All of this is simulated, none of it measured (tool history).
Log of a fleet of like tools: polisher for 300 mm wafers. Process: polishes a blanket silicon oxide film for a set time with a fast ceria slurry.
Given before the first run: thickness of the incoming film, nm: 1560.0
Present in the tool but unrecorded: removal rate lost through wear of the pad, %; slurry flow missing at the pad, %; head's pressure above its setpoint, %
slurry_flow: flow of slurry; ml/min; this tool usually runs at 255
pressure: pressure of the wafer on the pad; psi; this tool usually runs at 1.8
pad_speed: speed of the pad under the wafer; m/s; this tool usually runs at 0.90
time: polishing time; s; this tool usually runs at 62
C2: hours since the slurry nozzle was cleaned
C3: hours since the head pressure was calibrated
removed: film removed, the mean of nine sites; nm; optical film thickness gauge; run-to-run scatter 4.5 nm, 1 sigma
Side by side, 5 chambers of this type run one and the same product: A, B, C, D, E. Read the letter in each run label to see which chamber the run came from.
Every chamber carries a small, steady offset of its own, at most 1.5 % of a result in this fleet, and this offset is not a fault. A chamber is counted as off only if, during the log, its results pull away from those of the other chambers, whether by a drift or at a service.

{"hour": 7.0, "done": "chamber E: worn pad replaced by a new one"}
{"run": "1E", "hour": 7.1, "slurry_flow": 255, "pressure": 1.8, "pad_speed": 0.9, "time": 62, "wafers polished on this pad": 1, "C2": 208.3, "C3": 69.5, "removed": 511.58}
{"run": "2A", "hour": 15.0, "slurry_flow": 255, "pressure": 1.8, "pad_speed": 0.9, "time": 62, "wafers polished on this pad": 395, "C2": 372.6, "C3": 359.1, "removed": 501.19}
{"run": "3C", "hour": 21.0, "slurry_flow": 255, "pressure": 1.8, "pad_speed": 0.9, "time": 62, "wafers polished on this pad": 1262, "C2": 169.4, "C3": 731.3, "removed": 501.82}
{"hour": 22.7, "done": "chamber C: worn pad replaced by a new one"}
{"run": "4B", "hour": 29.4, "slurry_flow": 255, "pressure": 1.8, "pad_speed": 0.9, "time": 62, "wafers polished on this pad": 592, "C2": 228.7, "C3": 481.0, "removed": 501.4}
{"run": "5D", "hour": 40.6, "slurry_flow": 255, "pressure": 1.8, "pad_speed": 0.9, "time": 62, "wafers polished on this pad": 1208, "C2": 344.9, "C3": 717.4, "removed": 501.31}
{"hour": 46.2, "done": "chamber A: worn pad replaced by a new one"}
{"hour": 47.8, "done": "chamber D: worn pad replaced by a new one"}
{"run": "6E", "hour": 52.9, "slurry_flow": 255, "pressure": 1.8, "pad_speed": 0.9, "time": 62, "wafers polished on this pad": 508, "C2": 254.1, "C3": 115.3, "removed": 508.39}
{"run": "7D", "hour": 59.0, "slurry_flow": 255, "pressure": 1.8, "pad_speed": 0.9, "time": 62, "wafers polished on this pad": 124, "C2": 363.3, "C3": 735.8, "removed": 506.91}
{"run": "8B", "hour": 66.2, "slurry_flow": 255, "pressure": 1.8, "pad_speed": 0.9, "time": 62, "wafers polished on this pad": 999, "C2": 265.5, "C3": 517.8, "removed": 511.41}
{"run": "9A", "hour": 78.5, "slurry_flow": 255, "pressure": 1.8, "pad_speed": 0.9, "time": 62, "wafers polished on this pad": 358, "C2": 436.1, "C3": 422.6, "removed": 509.69}
{"hour": 79.0, "done": "chamber D: slurry nozzle cleaned"}
{"run": "10C", "hour": 87.1, "slurry_flow": 255, "pressure": 1.8, "pad_speed": 0.9, "time": 62, "wafers polished on this pad": 713, "C2": 235.5, "C3": 797.4, "removed": 515.43}
{"run": "11B", "hour": 95.1, "slurry_flow": 255, "pressure": 1.8, "pad_speed": 0.9, "time": 62, "wafers polished on this pad": 1319, "C2": 294.4, "C3": 546.7, "removed": 504.57}
{"hour": 97.8, "done": "chamber E: worn pad replaced by a new one"}
{"run": "12C", "hour": 101.6, "slurry_flow": 255, "pressure": 1.8, "pad_speed": 0.58, "time": 62, "wafers polished on this pad": 873, "C2": 250.0, "C3": 811.9, "removed": 326.97}
{"hour": 104.7, "done": "chamber C: slurry nozzle cleaned"}
{"run": "13E", "hour": 114.3, "slurry_flow": 255, "pressure": 1.8, "pad_speed": 0.58, "time": 62, "wafers polished on this pad": 182, "C2": 315.5, "C3": 176.7, "removed": 326.7}
{"run": "14A", "hour": 125.6, "slurry_flow": 255, "pressure": 1.8, "pad_speed": 0.58, "time": 62, "wafers polished on this pad": 878, "C2": 483.2, "C3": 469.7, "removed": 323.08}
{"hour": 130.2, "done": "chamber A: worn pad replaced by a new one"}
{"hour": 131.7, "done": "chamber C: worn pad replaced by a new one"}
{"run": "15D", "hour": 133.6, "slurry_flow": 255, "pressure": 1.8, "pad_speed": 0.58, "time": 62, "wafers polished on this pad": 949, "C2": 54.7, "C3": 810.4, "removed": 333.87}
{"run": "16A", "hour": 145.3, "slurry_flow": 255, "pressure": 1.8, "pad_speed": 0.58, "time": 62, "wafers polished on this pad": 167, "C2": 502.9, "C3": 489.4, "removed": 322.07}
{"run": "17E", "hour": 157.3, "slurry_flow": 255, "pressure": 1.8, "pad_speed": 0.9, "time": 62, "wafers polished on this pad": 658, "C2": 358.5, "C3": 219.7, "removed": 497.86}
{"run": "18C", "hour": 163.1, "slurry_flow": 255, "pressure": 1.8, "pad_speed": 0.9, "time": 62, "wafers polished on this pad": 347, "C2": 58.5, "C3": 873.4, "removed": 513.11}
{"hour": 163.5, "done": "chamber D: worn pad replaced by a new one"}
{"run": "19B", "hour": 174.3, "slurry_flow": 255, "pressure": 1.8, "pad_speed": 0.9, "time": 62, "wafers polished on this pad": 2195, "C2": 373.6, "C3": 625.9, "removed": 493.15}
{"run": "20D", "hour": 180.3, "slurry_flow": 255, "pressure": 1.8, "pad_speed": 0.9, "time": 62, "wafers polished on this pad": 186, "C2": 101.4, "C3": 857.1, "removed": 507.15}
{"run": "21A", "hour": 187.3, "slurry_flow": 255, "pressure": 1.8, "pad_speed": 0.9, "time": 62, "wafers polished on this pad": 631, "C2": 544.9, "C3": 531.4, "removed": 513.49}
{"hour": 188.4, "done": "chamber E: worn pad replaced by a new one"}
{"hour": 191.0, "done": "chamber C: head pressure recalibrated"}
{"run": "22E", "hour": 198.6, "slurry_flow": 255, "pressure": 1.8, "pad_speed": 0.9, "time": 62, "wafers polished on this pad": 113, "C2": 399.8, "C3": 261.0, "removed": 508.43}
{"hour": 207.0, "done": "chamber A: worn pad replaced by a new one"}
{"run": "23B", "hour": 207.8, "slurry_flow": 255, "pressure": 1.8, "pad_speed": 0.9, "time": 62, "wafers polished on this pad": 2565, "C2": 407.1, "C3": 659.4, "removed": 484.01}
{"run": "24C", "hour": 220.9, "slurry_flow": 255, "pressure": 1.8, "pad_speed": 0.9, "time": 62, "wafers polished on this pad": 987, "C2": 116.3, "C3": 30.0, "removed": 498.22}
{"run": "25D", "hour": 232.1, "slurry_flow": 255, "pressure": 1.8, "pad_speed": 1.12, "time": 51, "wafers polished on this pad": 759, "C2": 153.2, "C3": 908.9, "removed": 513.85}
{"hour": 235.7, "done": "chamber C: worn pad replaced by a new one"}
{"run": "26A", "hour": 241.6, "slurry_flow": 255, "pressure": 1.8, "pad_speed": 1.12, "time": 51, "wafers polished on this pad": 383, "C2": 599.2, "C3": 585.7, "removed": 520.0}
{"run": "27E", "hour": 253.0, "slurry_flow": 255, "pressure": 1.8, "pad_speed": 1.12, "time": 51, "wafers polished on this pad": 715, "C2": 454.2, "C3": 315.4, "removed": 528.06}
{"run": "28B", "hour": 262.6, "slurry_flow": 255, "pressure": 1.8, "pad_speed": 1.12, "time": 51, "wafers polished on this pad": 3171, "C2": 461.9, "C3": 714.2, "removed": 487.3}
{"run": "29C", "hour": 268.9, "slurry_flow": 255, "pressure": 1.8, "pad_speed": 1.12, "time": 51, "wafers polished on this pad": 367, "C2": 164.3, "C3": 78.0, "removed": 518.38}
{"run": "30D", "hour": 275.5, "slurry_flow": 255, "pressure": 1.8, "pad_speed": 0.9, "time": 62, "wafers polished on this pad": 1239, "C2": 196.6, "C3": 952.3, "removed": 502.15}
{"hour": 285.2, "done": "chamber A: worn pad replaced by a new one"}
{"run": "31A", "hour": 286.0, "slurry_flow": 255, "pressure": 1.3, "pad_speed": 0.9, "time": 62, "wafers polished on this pad": 8, "C2": 643.6, "C3": 630.1, "removed": 373.06}
{"hour": 289.0, "done": "chamber D: worn pad replaced by a new one"}
{"hour": 291.2, "done": "chamber D: head pressure recalibrated"}
{"hour": 294.8, "done": "chamber E: worn pad replaced by a new one"}
{"run": "32E", "hour": 296.0, "slurry_flow": 255, "pressure": 1.3, "pad_speed": 0.9, "time": 62, "wafers polished on this pad": 13, "C2": 497.2, "C3": 358.4, "removed": 367.18}
{"run": "33C", "hour": 302.8, "slurry_flow": 255, "pressure": 1.3, "pad_speed": 0.9, "time": 62, "wafers polished on this pad": 742, "C2": 198.2, "C3": 111.9, "removed": 362.86}
{"run": "34B", "hour": 314.2, "slurry_flow": 255, "pressure": 1.3, "pad_speed": 0.9, "time": 62, "wafers polished on this pad": 3742, "C2": 513.5, "C3": 765.8, "removed": 346.67}
{"run": "35D", "hour": 326.9, "slurry_flow": 255, "pressure": 1.3, "pad_speed": 0.9, "time": 62, "wafers polished on this pad": 419, "C2": 248.0, "C3": 35.7, "removed": 372.55}
{"run": "36C", "hour": 337.4, "slurry_flow": 255, "pressure": 1.8, "pad_speed": 0.9, "time": 62, "wafers polished on this pad": 1124, "C2": 232.8, "C3": 146.5, "removed": 509.87}
{"run": "37E", "hour": 348.0, "slurry_flow": 300, "pressure": 1.8, "pad_speed": 0.9, "time": 50, "wafers polished on this pad": 588, "C2": 549.2, "C3": 410.4, "removed": 414.28}
{"run": "38B", "hour": 356.1, "slurry_flow": 300, "pressure": 1.8, "pad_speed": 0.9, "time": 50, "wafers polished on this pad": 4205, "C2": 555.4, "C3": 807.7, "removed": 385.84}
{"run": "39D", "hour": 368.8, "slurry_flow": 300, "pressure": 1.8, "pad_speed": 0.9, "time": 50, "wafers polished on this pad": 882, "C2": 289.9, "C3": 77.6, "removed": 415.09}

Each of the 5 chambers runs these same settings next. Fill in every chamber's results:
{"run": "40A", "hour": 378.4, "slurry_flow": 300, "pressure": 1.8, "pad_speed": 0.9, "time": 62, "removed": "?"}
{"run": "40B", "hour": 378.4, "slurry_flow": 300, "pressure": 1.8, "pad_speed": 0.9, "time": 62, "removed": "?"}
{"run": "40C", "hour": 378.4, "slurry_flow": 300, "pressure": 1.8, "pad_speed": 0.9, "time": 62, "removed": "?"}
{"run": "40D", "hour": 378.4, "slurry_flow": 300, "pressure": 1.8, "pad_speed": 0.9, "time": 62, "removed": "?"}
{"run": "40E", "hour": 378.4, "slurry_flow": 300, "pressure": 1.8, "pad_speed": 0.9, "time": 62, "removed": "?"}

run=40A removed=525.19
run=40B removed=470.20
run=40C removed=510.98
run=40D removed=514.25
run=40E removed=510.75
